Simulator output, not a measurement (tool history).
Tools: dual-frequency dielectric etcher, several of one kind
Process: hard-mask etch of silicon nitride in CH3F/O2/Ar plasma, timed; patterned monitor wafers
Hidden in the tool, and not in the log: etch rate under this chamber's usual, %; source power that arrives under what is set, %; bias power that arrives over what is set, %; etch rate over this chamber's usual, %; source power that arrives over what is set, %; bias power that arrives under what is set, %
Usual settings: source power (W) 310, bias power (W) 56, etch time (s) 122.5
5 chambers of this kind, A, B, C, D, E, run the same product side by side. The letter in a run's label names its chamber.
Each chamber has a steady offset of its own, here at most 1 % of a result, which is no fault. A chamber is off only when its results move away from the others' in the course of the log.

run	hour	source power (W)	bias power (W)	etch time (s)	hours since the last wet clean	hours since the last source power generator calibration	hours since the last bias power generator calibration	read-back reference wafer on the same gauge, depth_nm	mean etch depth across the wafer (Å)
1C	7.5	310	56	122.5	243.7	642.1	2271.6	71.221	725.11
2A	16.3	310	56	122.5	274.5	1940.4	3420.0	71.168	710.18
3B	26.0	310	56	122.5	29.2	1300.0	825.0	71.273	717.49
4D	30.6	310	56	122.5	129.1	2091.8	187.6	71.235	717.98
5E	40.1	310	56	122.5	119.5	1229.8	926.8	71.389	716.37
# hour 41.3: chamber A: bias power generator calibrated
6A	44.6	310	52	122.5	302.8	1968.7	3.4	71.293	688.31
7B	53.6	310	52	122.5	56.8	1327.6	852.6	71.385	693.92
8E	59.1	310	52	122.5	138.5	1248.8	945.8	71.260	696.91
9D	64.5	310	52	122.5	163.0	2125.7	221.5	71.403	697.69
10C	74.5	310	52	122.5	310.7	709.1	2338.6	71.403	701.87
11E	82.0	310	56	122.5	161.4	1271.7	968.7	71.238	716.86
12A	89.8	310	56	122.5	348.0	2013.9	48.6	71.277	708.47
13B	97.2	310	56	122.5	100.4	1371.2	896.2	71.254	707.74
14C	103.7	310	56	122.5	339.9	738.3	2367.8	71.251	718.40
15D	111.3	310	56	104.5	209.8	2172.5	268.3	71.365	611.40
16B	117.7	310	56	104.5	120.9	1391.7	916.7	71.202	613.91
17D	124.0	310	56	104.5	222.5	2185.2	281.0	71.316	609.49
18A	133.0	310	56	104.5	391.2	2057.1	91.8	71.282	609.80
19C	142.8	310	56	104.5	379.0	777.4	2406.9	71.324	616.18
# hour 151.7: chamber A: wet clean of the chamber
20E	152.6	310	56	122.5	232.0	1342.3	1039.3	71.306	711.38
21A	159.2	310	56	122.5	7.6	2083.3	118.0	71.317	675.52
22B	164.2	310	56	122.5	167.4	1438.2	963.2	71.237	715.32
23C	169.9	310	56	122.5	406.1	804.5	2434.0	71.280	712.01
24E	176.5	380	56	122.5	255.9	1366.2	1063.2	71.262	768.50
25D	186.1	380	56	122.5	284.6	2247.3	343.1	71.331	772.75
26D	192.9	380	56	122.5	291.4	2254.1	349.9	71.221	785.18
27E	198.4	380	56	122.5	277.8	1388.1	1085.1	71.356	771.16
28C	204.3	380	56	122.5	440.5	838.9	2468.4	71.255	771.26
29B	213.0	310	56	122.5	216.2	1487.0	1012.0	71.230	718.46
30A	220.0	310	56	122.5	68.4	2144.1	178.8	71.312	676.24
31B	225.3	310	56	122.5	228.5	1499.3	1024.3	71.307	716.54
32C	235.2	310	56	122.5	471.4	869.8	2499.3	71.252	716.46
33A	241.1	340	56	122.5	89.5	2165.2	199.9	71.291	696.22
34D	250.8	340	56	122.5	349.3	2312.0	407.8	71.209	748.43
35E	257.7	340	56	122.5	337.1	1447.4	1144.4	71.430	737.57
36C	266.1	340	56	122.5	502.3	900.7	2530.2	71.221	732.51

All 5 chambers run these settings next. Forecast each chamber's results:
37A	273.2	310	56	122.5					?
37B	273.2	310	56	122.5					?
37C	273.2	310	56	122.5					?
37D	273.2	310	56	122.5					?
37E	273.2	310	56	122.5					?

run	mean etch depth across the wafer (Å)
37A	673.54
37B	708.96
37C	719.86
37D	717.38
37E	715.47
